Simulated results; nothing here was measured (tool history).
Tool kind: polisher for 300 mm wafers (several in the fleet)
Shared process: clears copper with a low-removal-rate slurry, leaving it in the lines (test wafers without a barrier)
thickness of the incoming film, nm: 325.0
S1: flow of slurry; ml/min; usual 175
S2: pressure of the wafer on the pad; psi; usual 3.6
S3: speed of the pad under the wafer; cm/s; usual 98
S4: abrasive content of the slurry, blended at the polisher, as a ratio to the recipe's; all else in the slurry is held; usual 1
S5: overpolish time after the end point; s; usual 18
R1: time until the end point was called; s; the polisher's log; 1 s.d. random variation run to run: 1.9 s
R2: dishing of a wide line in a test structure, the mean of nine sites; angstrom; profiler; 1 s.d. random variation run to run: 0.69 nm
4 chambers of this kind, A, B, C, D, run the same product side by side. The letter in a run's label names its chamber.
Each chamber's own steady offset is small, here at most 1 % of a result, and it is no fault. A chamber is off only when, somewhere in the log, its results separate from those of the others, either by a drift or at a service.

run,hour,S1,S2,S3,S4,S5,R1,R2
1A,5.8,175,3.6,98,1,18,105.73,396.49
# hour 10.7: chamber C: head pressure recalibrated
# hour 11.8: chamber D: worn pad replaced by a new one
2B,14.2,175,3.6,98,1,18,105.91,384.97
3C,20.2,175,3.6,98,1,18,102.72,384.46
4D,29.7,175,3.6,98,1,18,105.8,399.19
# hour 31.2: chamber A: worn pad replaced by a new one
# hour 32.5: chamber C: worn pad replaced by a new one
5B,36,175,3.6,98,1,18,107.58,409.73
6A,40.2,175,3.6,98,1,18,100.39,387.57
7D,45.4,175,3.6,98,1,18,104.81,397.77
# hour 49.3: chamber B: slurry blender recalibrated
8C,52.1,175,3.6,98,1,18,104.47,393.45
# hour 56.6: chamber A: slurry blender recalibrated
9C,58,175,3.6,98,1,18,101.06,391.85
10D,64,175,3.6,98,1,18,105.36,396.52
# hour 69.6: chamber B: worn pad replaced by a new one
11B,72,175,3.6,98,1,18,104.27,397
# hour 75.5: chamber D: worn pad replaced by a new one
12A,79.6,175,3.6,98,1,18,102.7,400.68
# hour 84: chamber D: slurry nozzle cleaned
13B,87.7,175,3.6,98,1,18,105.02,396.72
# hour 91.1: chamber B: head pressure recalibrated
14A,94.7,175,3.6,98,1,18,102.37,394.24
15C,101,175,3.6,98,1,18,103.56,408.27
16D,109.9,175,3.6,98,1,18,104.94,404.29
17C,115.2,175,3.6,98,1,18,106.04,387.45
# hour 119: chamber D: head pressure recalibrated
18D,123.8,175,3.6,98,1,18,121.78,353.83
# hour 125.1: chamber A: head pressure recalibrated
19A,128.3,205,3.6,98,0.8,18,107.84,369.05
20B,134.1,205,3.6,98,0.8,18,106,393.99
21D,141,205,3.6,98,0.8,18,117.19,345.81
# hour 148.6: chamber B: worn pad replaced by a new one
22C,148.7,205,3.6,98,0.8,18,106.01,395.92
# hour 153.4: chamber D: worn pad replaced by a new one
23A,157.7,175,3.6,98,1,18,104.35,396.85
24B,166.3,175,3.6,98,1,18,104.26,398.98
# hour 172.9: chamber C: worn pad replaced by a new one
25B,174.6,175,3.6,98,1,18,105.81,391.95
# hour 181.7: chamber A: worn pad replaced by a new one
26D,182.4,175,3.6,98,1,18,116.29,346.73
27A,190,175,3.6,98,1,18,101.3,402.24
# hour 196.1: chamber C: slurry blender recalibrated
28C,196.1,175,3.6,98,1,18,103.95,397.4
29C,202.9,175,3.6,98,1,18,104.71,385.7
30A,209.2,175,3.6,98,1,18,104.57,392.52
# hour 213.1: chamber C: slurry nozzle cleaned
31D,218.4,175,3.6,98,1,18,116.01,354.55
# hour 225.2: chamber D: worn pad replaced by a new one
32B,226.3,175,3.6,98,1,18,104.41,401.58
# hour 231.5: chamber B: worn pad replaced by a new one
33C,234,175,3.6,98,1,18,103.95,402.36
34A,238.2,175,3.6,98,1,18,103.02,386.49
35D,247.1,175,3.6,98,1,18,116.28,351.22
# hour 250.1: chamber B: slurry blender recalibrated
36B,254.7,175,3.6,98,1,18,104.97,394.89
37A,263.5,175,3.6,98,1,18,104.14,387.94
38D,267.6,225,3.6,98,1,11,112.26,228.03
39C,276.5,225,3.6,98,1,11,99.183,258.58
40B,280.8,225,3.6,98,1,11,98.592,261.95

Is one chamber out of step, is the gauge drifting, or do the chambers differ by no more than their own small offsets? For an off chamber, give its letter and the likeliest cause.

The work done on chamber D during a service left it standing apart from the others.
What lies behind it: head's pressure below its setpoint, % = 10.6.

Chamber D could run next with any of the 4 candidate recipes listed below; each alters the usual settings, and their results appear as question marks. Which one brings its results back in line with what the other chambers deliver on the usual settings?
Counts as in line when no further than this from what the other chambers average on the usual settings: R1 6.7 s; R2 24 angstrom
41D-1,287.6,175,3.8,104,1,18,?,?
41D-2,287.6,180,4.1,110,1,18,?,?
41D-3,287.6,170,3.2,88,1,18,?,?
41D-4,287.6,175,3.4,92,1,18,?,?

Usual-settings mean across the other chambers: R1 104 s; R2 394.64 angstrom
run,R1,R2
41D-1,106.53,394.73
41D-2,93.063,445.05
41D-3,149.65,290.17
41D-4,134.26,320.5
The right change is 41D-1: it brings the chamber back within the allowed miss of the others.
